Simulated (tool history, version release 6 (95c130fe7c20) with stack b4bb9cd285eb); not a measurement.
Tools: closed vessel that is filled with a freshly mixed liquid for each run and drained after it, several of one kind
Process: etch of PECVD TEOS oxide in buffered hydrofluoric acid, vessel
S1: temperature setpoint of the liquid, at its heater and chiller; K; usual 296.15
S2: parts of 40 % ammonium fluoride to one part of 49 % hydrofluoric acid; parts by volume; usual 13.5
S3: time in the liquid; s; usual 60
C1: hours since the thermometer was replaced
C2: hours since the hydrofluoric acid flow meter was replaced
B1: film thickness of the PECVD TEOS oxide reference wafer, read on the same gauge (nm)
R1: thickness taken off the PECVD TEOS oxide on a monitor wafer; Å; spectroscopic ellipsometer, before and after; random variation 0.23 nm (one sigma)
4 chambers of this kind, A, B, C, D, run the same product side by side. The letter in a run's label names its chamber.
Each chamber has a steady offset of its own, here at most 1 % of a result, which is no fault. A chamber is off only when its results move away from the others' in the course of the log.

Run 1C, hour 5.3: usual settings; C1 1021.3; C2 697; B1 39.998. Result: R1 554.79 Å.
Run 2D, hour 9.9: usual settings; C1 2286.6; C2 391.5; B1 40.03. Result: R1 551.94 Å.
Run 3B, hour 16: usual settings; C1 891.1; C2 438.7; B1 39.992. Result: R1 550.47 Å.
Run 4A, hour 22.8: usual settings; C1 784; C2 1170.9; B1 39.972. Result: R1 552.55 Å.
Run 5B, hour 29.9: usual settings; C1 905; C2 452.6; B1 40.016. Result: R1 547.78 Å.
Run 6A, hour 37.2: usual settings; C1 798.4; C2 1185.3; B1 40.006. Result: R1 553.93 Å.
Run 7D, hour 43: usual settings; C1 2319.7; C2 424.6; B1 39.991. Result: R1 555.67 Å.
Run 8C, hour 48.7: usual settings; C1 1064.7; C2 740.4; B1 40.019. Result: R1 560.37 Å.
Run 9C, hour 55.8: usual settings; C1 1071.8; C2 747.5; B1 40.016. Result: R1 561.95 Å.
Run 10D, hour 60.8: usual settings; C1 2337.5; C2 442.4; B1 40.004. Result: R1 554.19 Å.
At hour 64.6: chamber D: hydrofluoric acid flow meter replaced.
Run 11B, hour 65.1: usual settings; C1 940.2; C2 487.8; B1 39.995. Result: R1 550.53 Å.
Run 12A, hour 71.3: usual settings; C1 832.5; C2 1219.4; B1 39.966. Result: R1 556.13 Å.
Run 13B, hour 76: usual settings; C1 951.1; C2 498.7; B1 39.989. Result: R1 549.58 Å.
Run 14C, hour 82.5: usual settings; C1 1098.5; C2 774.2; B1 40.007. Result: R1 564.42 Å.
Run 15D, hour 87.7: usual settings; C1 2364.4; C2 23.1; B1 39.99. Result: R1 549.32 Å.
At hour 89.7: chamber C: thermometer replaced.
Run 16A, hour 91.4: usual settings; C1 852.6; C2 1239.5; B1 39.983. Result: R1 552.73 Å.
Run 17A, hour 97.5: usual settings; C1 858.7; C2 1245.6; B1 39.955. Result: R1 551.8 Å.
Run 18B, hour 104.6: usual settings but S2 11 parts by volume, S3 90 s; C1 979.7; C2 527.3; B1 39.941. Result: R1 1009 Å.
Run 19C, hour 108.8: usual settings but S2 11 parts by volume, S3 90 s; C1 19.2; C2 800.5; B1 40.028. Result: R1 1060.6 Å.
Run 20D, hour 115.5: usual settings but S2 11 parts by volume, S3 90 s; C1 2392.2; C2 50.9; B1 40.035. Result: R1 1009.9 Å.
Run 21C, hour 119.4: usual settings but S2 11 parts by volume, S3 90 s; C1 29.8; C2 811.1; B1 39.996. Result: R1 1062.8 Å.
Run 22D, hour 124.9: usual settings; C1 2401.6; C2 60.3; B1 40.03. Result: R1 551.44 Å.
Run 23B, hour 128.5: usual settings; C1 1003.6; C2 551.2; B1 40.015. Result: R1 548.86 Å.
Run 24A, hour 131.8: usual settings; C1 893; C2 1279.9; B1 39.981. Result: R1 548.71 Å.
Run 25C, hour 136.6: usual settings; C1 47; C2 828.3; B1 40.042. Result: R1 584.08 Å.
Run 26B, hour 140: usual settings but S2 10.5 parts by volume; C1 1015.1; C2 562.7; B1 39.994. Result: R1 699.24 Å.
Run 27D, hour 146.1: usual settings but S2 10.5 parts by volume; C1 2422.8; C2 81.5; B1 39.968. Result: R1 713.23 Å.

What goes on in this fleet: one chamber off, a drifting gauge, or nothing beyond the chambers' own small offsets? Name the chamber and the cause, if any.

Chamber C drifts away from the others.
Cause: hydrofluoric acid flow above the setpoint (%) = 5.19.

Here are 4 candidates for chamber C's next run, each the usual settings with a change, their results left as question marks. Which one brings its results back in line with what the others give on the usual settings?
In line means no further than this from the other chambers' mean on the usual settings: R1 8 Å
Run 28C-1, hour 151.3: usual settings but S1 297.15 K. Result: R1 ?.
Run 28C-2, hour 151.3: usual settings but S1 297.65 K. Result: R1 ?.
Run 28C-3, hour 151.3: usual settings but S1 294.65 K. Result: R1 ?.
Run 28C-4, hour 151.3: usual settings but S1 295.15 K. Result: R1 ?.

The other chambers' mean on the usual settings: R1 552.34 Å
  run      R1
28C-1  620.54
28C-2  638.03
28C-3  540.19
28C-4  555.36
28C-4 brings the chamber back in line.
